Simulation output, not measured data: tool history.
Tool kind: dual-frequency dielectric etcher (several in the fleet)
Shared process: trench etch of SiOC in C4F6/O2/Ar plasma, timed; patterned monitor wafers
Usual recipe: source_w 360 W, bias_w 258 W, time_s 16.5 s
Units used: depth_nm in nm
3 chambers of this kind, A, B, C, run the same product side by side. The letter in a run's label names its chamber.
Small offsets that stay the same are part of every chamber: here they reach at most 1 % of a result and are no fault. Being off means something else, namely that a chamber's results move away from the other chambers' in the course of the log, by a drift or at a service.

run   hour  source_w  bias_w  time_s  read-back reference wafer on the same gauge, depth_nm  depth_nm
 1C   10.3       360     258    16.5                                                   30.1    36.957
 2B     26       360     258    16.5                                                 30.088    36.874
 3A   42.5       360     258    16.5                                                 30.115    36.751
 4A   53.8       360     258    16.5                                                 30.106    36.794
 5B   65.1       360     258    16.5                                                 30.087    36.895
 6C   78.4       360     258    16.5                                                 30.108    37.148
 7A   92.9       360     258      12                                                 30.114     26.77
 8C  106.1       360     258      12                                                 30.112    26.992
 9B  116.7       360     258      12                                                  30.11    26.838
10C  129.3       360     258    16.5                                                 30.095     37.19
11A  138.3       360     258    16.5                                                  30.09    36.756
12B  147.7       360     258    16.5                                                   30.1    36.871
13A  156.7       360     258    16.5                                                 30.102    36.789
14C  163.9       360     294      14                                                 30.091    32.979
     164.7  -- chamber A: wet clean of the chamber
15B  172.2       360     294      14                                                 30.095    32.651
16A  182.8       360     294      14                                                 30.088    32.645
     191.9  -- chamber B: wet clean of the chamber
17C  195.9       360     258    16.5                                                 30.089    37.128
18B  203.8       360     258    16.5                                                 30.103    36.897
19C  214.9       390     258      21                                                 30.113    48.598
20A  228.4       390     258      21                                                 30.087    48.315
21B  237.3       390     258      21                                                 30.096    48.369
22A  249.7       280     198    16.5                                                 30.117    30.581
23C  262.3       280     198    16.5                                                 30.094    30.907
24B  275.7       280     198    16.5                                                 30.101    30.488
25A  285.6       360     258    16.5                                                 30.084    36.746
26C  294.9       360     258    16.5                                                  30.11    37.149
27B  304.9       360     258    16.5                                                 30.098    36.997
28A  320.1       360     199    12.5                                                 30.107    25.561
29C  334.5       360     199    12.5                                                 30.111    25.765
30B  342.5       360     199    12.5                                                 30.113    25.545
31A  351.6       360     258    16.5                                                 30.112    36.684
32B    364       360     258    16.5                                                 30.103    36.705
33C  375.2       360     258    16.5                                                 30.091    37.118

Which is it: a chamber that has drifted or been left off by a service, a gauge drift common to all chambers, or only each chamber's usual small offset? If a chamber is off, name it and its likeliest cause.

Beyond each chamber's small constant offset nothing stands out, and the gauge stays steady.
